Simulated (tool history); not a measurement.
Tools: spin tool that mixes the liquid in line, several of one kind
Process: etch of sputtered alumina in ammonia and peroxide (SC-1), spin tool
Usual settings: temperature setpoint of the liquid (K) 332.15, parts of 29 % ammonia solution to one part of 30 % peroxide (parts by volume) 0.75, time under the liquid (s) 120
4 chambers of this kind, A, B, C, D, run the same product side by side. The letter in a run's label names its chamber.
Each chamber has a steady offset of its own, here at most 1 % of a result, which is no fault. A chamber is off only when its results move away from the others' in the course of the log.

run,hour,temperature setpoint of the liquid (K),parts of 29 % ammonia solution to one part of 30 % peroxide (parts by volume),time under the liquid (s),"read-back film thickness of the sputtered alumina reference wafer, read on the same gauge (nm)",thickness taken off the sputtered alumina on a monitor wafer (nm)
1C,6.0,332.15,0.75,120,69.996,8.5611
2B,9.0,332.15,0.75,120,69.988,8.5921
3D,14.6,332.15,0.75,120,70.005,8.5613
4A,18.5,332.15,0.75,120,70.044,8.6563
5C,24.0,332.15,0.75,120,70.003,8.7122
6B,29.2,332.15,0.75,120,70.001,8.5706
7A,35.4,332.15,0.75,120,69.963,8.6415
8D,40.3,332.15,0.75,170,70.046,11.9810
9A,44.0,332.15,0.75,170,70.014,12.0980
10C,48.2,332.15,0.75,170,70.016,12.2450
11B,51.1,332.15,0.75,170,70.046,12.2430
# hour 55.8: chamber B: ammonia flow meter replaced
12D,56.9,332.15,0.75,120,69.993,8.4411
13B,60.0,332.15,0.75,120,70.005,8.7135
14A,63.1,332.15,0.75,120,69.994,8.6457
# hour 64.1: chamber B: new drum of ammonia solution connected
15C,67.3,332.15,0.75,120,69.945,8.4498
16D,70.2,332.15,0.75,120,70.034,8.5057
17A,73.6,332.15,0.75,120,69.985,8.5675
18C,78.0,332.15,0.75,120,69.983,8.5026
19B,80.9,332.15,0.75,120,69.998,8.6248
20D,85.7,332.15,0.75,120,69.977,8.5198
21B,89.5,332.15,0.75,120,69.992,8.5439
22D,94.7,332.15,0.75,120,69.987,8.5184
23C,99.5,332.15,0.75,120,69.991,8.4249
24A,105.1,332.15,0.75,120,70.013,8.5484
25B,109.7,332.15,0.75,120,70.052,8.6444
26D,113.3,324.15,0.75,120,69.982,5.4536
27A,117.0,324.15,0.75,120,69.991,5.6056
28C,122.5,324.15,0.75,120,69.986,5.3586
29A,127.3,324.15,0.75,120,70.015,5.5885
30C,133.9,332.15,0.75,120,69.971,8.2194
31D,138.6,332.15,0.75,120,69.949,8.5376
32B,144.0,332.15,0.75,120,70.022,8.6040
33B,148.7,332.15,0.75,120,69.991,8.5759
# hour 152.7: chamber A: heated supply line repaired
34D,153.9,332.15,0.75,120,69.991,8.4719
35A,157.4,332.15,0.75,120,70.018,8.6013
36C,160.7,332.15,0.75,120,70.041,8.0862
37D,164.7,332.15,0.75,120,69.985,8.5574
38C,169.3,332.15,0.75,120,70.036,8.0059
39A,175.4,332.15,0.75,120,70.049,8.5827

Is one chamber off against the others, does the gauge drift, or is nothing wrong? If a chamber is off, say which, and what the likeliest cause is.

Chamber C drifts away from the others.
Cause: liquid colder than its thermometer reads (K) = 1.48.
The log may not tell that from: temperature lost on the way to the wafer (K).

Here are 4 candidates for chamber C's next run, each the usual settings with a change, their results left as question marks. Which one brings its results back in line with what the others give on the usual settings?
In line means no further than this from the other chambers' mean on the usual settings: thickness taken off the sputtered alumina on a monitor wafer (nm) 0.2000
40C-1,180.2,331.65,0.75,115,,?
40C-2,180.2,330.15,0.75,120,,?
40C-3,180.2,333.65,0.75,120,,?
40C-4,180.2,334.15,0.75,120,,?

The other chambers' mean on the usual settings: thickness taken off the sputtered alumina on a monitor wafer (nm) 8.5789
run,thickness taken off the sputtered alumina on a monitor wafer (nm)
40C-1,7.4569
40C-2,7.1788
40C-3,8.6478
40C-4,8.8737
40C-3 brings the chamber back in line.
